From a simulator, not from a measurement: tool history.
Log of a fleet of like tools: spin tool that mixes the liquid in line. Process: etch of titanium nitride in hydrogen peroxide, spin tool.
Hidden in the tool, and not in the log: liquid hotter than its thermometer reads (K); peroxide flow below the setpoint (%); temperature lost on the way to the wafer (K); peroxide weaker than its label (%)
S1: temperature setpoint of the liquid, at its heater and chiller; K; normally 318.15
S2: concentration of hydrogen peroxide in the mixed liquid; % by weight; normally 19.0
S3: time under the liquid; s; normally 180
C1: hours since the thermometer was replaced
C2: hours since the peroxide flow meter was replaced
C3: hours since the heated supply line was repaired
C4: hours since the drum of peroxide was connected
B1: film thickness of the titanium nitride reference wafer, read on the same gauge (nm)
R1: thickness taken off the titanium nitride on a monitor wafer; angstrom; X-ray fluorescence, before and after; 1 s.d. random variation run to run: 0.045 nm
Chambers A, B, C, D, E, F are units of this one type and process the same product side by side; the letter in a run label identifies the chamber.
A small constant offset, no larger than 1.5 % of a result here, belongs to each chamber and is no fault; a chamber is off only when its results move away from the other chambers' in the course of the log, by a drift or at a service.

run	hour	S1	S2	S3	C1	C2	C3	C4	B1	R1
1F	11.6	318.15	19.0	180	1791.4	555.5	963.9	89.2	30.027	90.696
2C	18.7	318.15	19.0	180	694.0	114.1	215.4	480.4	30.011	89.911
# hour 22.9: chamber B: thermometer replaced
3E	33.0	318.15	19.0	180	666.4	664.7	297.5	457.5	30.034	91.622
4A	41.0	318.15	19.0	180	956.5	973.1	905.3	44.9	30.014	90.239
5B	50.0	318.15	19.0	180	27.2	76.2	990.7	57.5	30.007	90.193
6D	61.9	318.15	19.0	180	1263.6	819.6	413.7	105.7	30.006	90.803
7C	69.3	318.15	19.0	180	744.6	164.7	266.0	531.0	29.951	89.906
8E	76.7	318.15	19.0	180	710.1	708.4	341.2	501.2	30.055	91.490
9F	91.6	324.65	19.0	180	1871.4	635.5	1043.9	169.2	29.978	146.970
10D	98.8	324.65	19.0	180	1300.5	856.5	450.6	142.6	29.984	146.090
11A	112.8	324.65	19.0	180	1028.3	1044.9	977.1	116.7	29.939	146.420
# hour 114.3: chamber D: thermometer replaced
12B	124.3	324.65	19.0	180	101.5	150.5	1065.0	131.8	29.964	146.350
13F	134.7	324.65	19.0	180	1914.5	678.6	1087.0	212.3	30.035	146.190
# hour 143.2: chamber F: thermometer replaced
14E	144.4	324.65	19.0	180	777.8	776.1	408.9	568.9	30.088	146.690
15D	152.3	318.15	19.0	180	38.0	910.0	504.1	196.1	30.008	89.883
16C	166.4	318.15	19.0	180	841.7	261.8	363.1	628.1	29.981	90.706
17A	175.7	318.15	19.0	180	1091.2	1107.8	1040.0	179.6	30.011	89.323
# hour 180.8: chamber C: thermometer replaced
18B	185.3	318.15	14.0	180	162.5	211.5	1126.0	192.8	29.965	84.838
19C	199.5	318.15	14.0	180	18.7	294.9	396.2	661.2	29.988	84.146
20B	206.8	318.15	14.0	180	184.0	233.0	1147.5	214.3	30.062	84.352
21D	220.2	318.15	14.0	180	105.9	977.9	572.0	264.0	30.068	85.095
22E	234.0	318.15	14.0	180	867.4	865.7	498.5	658.5	30.013	85.371
23F	246.2	318.15	14.0	180	103.0	790.1	1198.5	323.8	30.007	84.975
24A	257.7	318.15	19.0	180	1173.2	1189.8	1122.0	261.6	29.999	88.495
25B	270.1	318.15	19.0	180	247.3	296.3	1210.8	277.6	29.982	89.608
26F	278.5	327.15	19.0	140	135.3	822.4	1230.8	356.1	30.003	134.190
27D	288.8	327.15	19.0	140	174.5	1046.5	640.6	332.6	29.969	135.440
28E	302.1	327.15	19.0	140	935.5	933.8	566.6	726.6	29.999	135.000
29A	314.2	327.15	19.0	140	1229.7	1246.3	1178.5	318.1	29.992	132.320
30C	323.6	327.15	19.0	140	142.8	419.0	520.3	785.3	30.022	133.060
31D	332.1	327.15	19.0	140	217.8	1089.8	683.9	375.9	30.011	134.690
# hour 338.4: chamber B: new drum of peroxide connected
32E	340.3	318.15	19.0	180	973.7	972.0	604.8	764.8	29.967	91.108
33A	354.6	318.15	19.0	180	1270.1	1286.7	1218.9	358.5	29.994	87.429
34B	364.8	318.15	19.0	180	342.0	391.0	1305.5	26.4	29.980	90.934
35C	374.3	318.15	21.5	180	193.5	469.7	571.0	836.0	29.972	92.395
36F	388.4	318.15	21.5	180	245.2	932.3	1340.7	466.0	30.006	92.810
37A	396.7	318.15	21.5	180	1312.2	1328.8	1261.0	400.6	29.987	89.645
38C	411.8	318.15	21.5	180	231.0	507.2	608.5	873.5	30.005	92.017
39D	420.8	318.15	21.5	180	306.5	1178.5	772.6	464.6	29.982	92.851
# hour 435.1: chamber E: new drum of peroxide connected
40F	435.7	318.15	21.5	180	292.5	979.6	1388.0	513.3	30.005	92.481
41B	447.6	318.15	19.0	180	424.8	473.8	1388.3	109.2	30.018	90.569
42E	462.0	318.15	19.0	180	1095.4	1093.7	726.5	26.9	29.995	91.173

Is one chamber out of step, is the gauge drifting, or do the chambers differ by no more than their own small offsets? For an off chamber, give its letter and the likeliest cause.

Chamber A drifts away from the others.
Likeliest cause: temperature lost on the way to the wafer (K) = 0.676.
From this log alone, it may not be told apart from: liquid colder than its thermometer reads (K).

Which of the 4 candidates below, each the usual settings with something changed and its results left as question marks, puts chamber A back in line with what the other chambers give on the usual settings?
Counts as in line when no further than this from what the other chambers average on the usual settings: R1 1.600 angstrom
43A-1	472.8	316.65	19.0	180						?
43A-2	472.8	318.15	19.0	170						?
43A-3	472.8	319.65	19.0	180						?
43A-4	472.8	318.15	19.0	190						?

Usual-settings mean across the other chambers: R1 90.565 angstrom
run	R1
43A-1	76.800
43A-2	81.317
43A-3	96.493
43A-4	90.884
Change 43A-4 lands the chamber within the allowed miss of the other chambers.
